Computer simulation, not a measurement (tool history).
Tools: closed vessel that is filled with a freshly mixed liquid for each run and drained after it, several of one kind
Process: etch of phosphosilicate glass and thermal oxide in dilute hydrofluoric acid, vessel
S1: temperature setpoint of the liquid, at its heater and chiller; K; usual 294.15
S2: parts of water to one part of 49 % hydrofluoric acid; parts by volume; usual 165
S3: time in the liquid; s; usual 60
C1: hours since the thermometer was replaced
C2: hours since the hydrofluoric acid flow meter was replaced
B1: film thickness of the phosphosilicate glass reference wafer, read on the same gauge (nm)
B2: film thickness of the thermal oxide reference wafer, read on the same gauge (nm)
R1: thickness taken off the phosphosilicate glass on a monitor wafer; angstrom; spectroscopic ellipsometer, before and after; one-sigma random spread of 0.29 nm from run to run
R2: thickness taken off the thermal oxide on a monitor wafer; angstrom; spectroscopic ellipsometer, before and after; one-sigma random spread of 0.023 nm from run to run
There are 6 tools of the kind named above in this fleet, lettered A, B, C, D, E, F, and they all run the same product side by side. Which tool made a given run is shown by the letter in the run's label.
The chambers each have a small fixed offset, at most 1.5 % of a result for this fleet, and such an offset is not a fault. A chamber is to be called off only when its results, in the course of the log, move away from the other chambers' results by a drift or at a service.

Run 1B, hour 4.6: usual settings; C1 692.0; C2 1461.5; B1 59.982; B2 30.005. Result: R1 292.07 angstrom, R2 13.771 angstrom.
Run 2F, hour 7.6: usual settings; C1 1346.4; C2 1184.3; B1 60.015; B2 29.991. Result: R1 294.72 angstrom, R2 14.140 angstrom.
Run 3E, hour 10.8: usual settings; C1 506.4; C2 533.3; B1 59.988; B2 30.021. Result: R1 285.74 angstrom, R2 13.571 angstrom.
Run 4A, hour 14.6: usual settings; C1 55.9; C2 153.9; B1 60.014; B2 30.007. Result: R1 290.81 angstrom, R2 14.126 angstrom.
Run 5D, hour 20.3: usual settings but S2 190 parts by volume; C1 77.2; C2 188.9; B1 60.002; B2 30.001. Result: R1 247.44 angstrom, R2 11.667 angstrom.
Run 6C, hour 25.7: usual settings but S2 190 parts by volume; C1 1025.0; C2 279.4; B1 59.996; B2 30.008. Result: R1 247.60 angstrom, R2 11.618 angstrom.
Run 7D, hour 31.8: usual settings but S2 190 parts by volume; C1 88.7; C2 200.4; B1 59.976; B2 29.998. Result: R1 247.63 angstrom, R2 11.772 angstrom.
Run 8A, hour 36.4: usual settings but S2 190 parts by volume; C1 77.7; C2 175.7; B1 60.021; B2 29.978. Result: R1 248.92 angstrom, R2 11.909 angstrom.
At hour 38.2: chamber E: hydrofluoric acid flow meter replaced.
Run 9B, hour 39.9: usual settings but S2 190 parts by volume; C1 727.3; C2 1496.8; B1 60.018; B2 29.996. Result: R1 243.02 angstrom, R2 11.725 angstrom.
Run 10C, hour 43.8: usual settings but S2 190 parts by volume; C1 1043.1; C2 297.5; B1 60.011; B2 30.004. Result: R1 249.94 angstrom, R2 11.779 angstrom.
Run 11F, hour 46.7: usual settings but S2 120 parts by volume, S3 40 s; C1 1385.5; C2 1223.4; B1 60.000; B2 30.006. Result: R1 282.34 angstrom, R2 13.806 angstrom.
Run 12E, hour 51.8: usual settings but S2 120 parts by volume, S3 40 s; C1 547.4; C2 13.7; B1 59.966; B2 30.005. Result: R1 282.43 angstrom, R2 13.395 angstrom.
At hour 52.7: chamber F: hydrofluoric acid flow meter replaced.
Run 13F, hour 57.4: usual settings but S2 120 parts by volume, S3 40 s; C1 1396.2; C2 4.7; B1 60.012; B2 30.006. Result: R1 279.15 angstrom, R2 13.535 angstrom.
At hour 61.1: chamber B: thermometer replaced.
Run 14A, hour 61.1: usual settings but S2 120 parts by volume, S3 40 s; C1 102.4; C2 200.4; B1 60.023; B2 30.027. Result: R1 279.73 angstrom, R2 13.537 angstrom.
Run 15D, hour 65.5: usual settings but S2 120 parts by volume, S3 40 s; C1 122.4; C2 234.1; B1 60.016; B2 29.995. Result: R1 276.36 angstrom, R2 13.192 angstrom.
Run 16C, hour 71.8: usual settings but S2 120 parts by volume, S3 40 s; C1 1071.1; C2 325.5; B1 59.998; B2 29.987. Result: R1 283.73 angstrom, R2 13.227 angstrom.
Run 17E, hour 74.7: usual settings; C1 570.3; C2 36.6; B1 60.017; B2 29.994. Result: R1 288.53 angstrom, R2 13.629 angstrom.
Run 18B, hour 79.7: usual settings; C1 18.6; C2 1536.6; B1 60.014; B2 30.007. Result: R1 289.38 angstrom, R2 14.012 angstrom.
Run 19E, hour 82.7: usual settings; C1 578.3; C2 44.6; B1 59.966; B2 29.961. Result: R1 291.60 angstrom, R2 13.799 angstrom.
Run 20D, hour 88.9: usual settings but S1 299.15 K, S2 105 parts by volume; C1 145.8; C2 257.5; B1 60.014; B2 30.014. Result: R1 580.31 angstrom, R2 27.819 angstrom.
Run 21B, hour 94.4: usual settings but S1 299.15 K, S2 105 parts by volume; C1 33.3; C2 1551.3; B1 60.000; B2 29.983. Result: R1 602.70 angstrom, R2 28.714 angstrom.
Run 22A, hour 98.7: usual settings but S1 299.15 K, S2 105 parts by volume; C1 140.0; C2 238.0; B1 60.018; B2 29.998. Result: R1 603.29 angstrom, R2 28.440 angstrom.
Run 23C, hour 102.7: usual settings but S1 299.15 K, S2 105 parts by volume; C1 1102.0; C2 356.4; B1 59.971; B2 29.989. Result: R1 608.59 angstrom, R2 27.333 angstrom.
Run 24F, hour 105.9: usual settings but S1 299.15 K, S2 105 parts by volume; C1 1444.7; C2 53.2; B1 59.987; B2 30.005. Result: R1 590.08 angstrom, R2 28.380 angstrom.
Run 25D, hour 110.4: usual settings but S1 299.15 K, S2 105 parts by volume; C1 167.3; C2 279.0; B1 60.014; B2 30.023. Result: R1 590.22 angstrom, R2 28.960 angstrom.
Run 26F, hour 116.3: usual settings; C1 1455.1; C2 63.6; B1 59.959; B2 29.992. Result: R1 296.40 angstrom, R2 14.091 angstrom.
Run 27B, hour 121.0: usual settings; C1 59.9; C2 1577.9; B1 59.953; B2 29.992. Result: R1 288.09 angstrom, R2 13.796 angstrom.
Run 28C, hour 125.6: usual settings; C1 1124.9; C2 379.3; B1 60.009; B2 30.005. Result: R1 296.77 angstrom, R2 14.028 angstrom.
Run 29E, hour 130.5: usual settings but S2 195 parts by volume; C1 626.1; C2 92.4; B1 60.006; B2 29.986. Result: R1 240.05 angstrom, R2 11.467 angstrom.
Run 30A, hour 134.9: usual settings but S2 195 parts by volume; C1 176.2; C2 274.2; B1 60.022; B2 30.002. Result: R1 244.23 angstrom, R2 11.438 angstrom.
Run 31E, hour 139.8: usual settings but S2 195 parts by volume; C1 635.4; C2 101.7; B1 60.005; B2 30.006. Result: R1 235.59 angstrom, R2 11.438 angstrom.
Run 32D, hour 143.6: usual settings but S2 195 parts by volume; C1 200.5; C2 312.2; B1 60.007; B2 29.978. Result: R1 238.52 angstrom, R2 11.473 angstrom.
Run 33F, hour 147.0: usual settings but S2 195 parts by volume; C1 1485.8; C2 94.3; B1 59.991; B2 30.005. Result: R1 241.17 angstrom, R2 11.431 angstrom.
Run 34A, hour 150.5: usual settings but S2 195 parts by volume; C1 191.8; C2 289.8; B1 60.012; B2 29.993. Result: R1 239.86 angstrom, R2 11.429 angstrom.
Run 35B, hour 153.4: usual settings; C1 92.3; C2 1610.3; B1 60.042; B2 30.027. Result: R1 282.51 angstrom, R2 13.802 angstrom.
Run 36C, hour 157.0: usual settings but S2 225 parts by volume, S3 80 s; C1 1156.3; C2 410.7; B1 59.992; B2 29.998. Result: R1 270.26 angstrom, R2 12.750 angstrom.

Next, all 6 chambers run the settings below, one line each with question marks for the results. What does each chamber give?
Run 37A, hour 161.6: usual settings. Result: R1 ?, R2 ?.
Run 37B, hour 161.6: usual settings. Result: R1 ?, R2 ?.
Run 37C, hour 161.6: usual settings. Result: R1 ?, R2 ?.
Run 37D, hour 161.6: usual settings. Result: R1 ?, R2 ?.
Run 37E, hour 161.6: usual settings. Result: R1 ?, R2 ?.
Run 37F, hour 161.6: usual settings. Result: R1 ?, R2 ?.

run      R1      R2
37A  289.88  14.080
37B  283.88  13.729
37C  294.90  13.703
37D  288.95  13.801
37E  289.77  13.658
37F  292.67  14.017
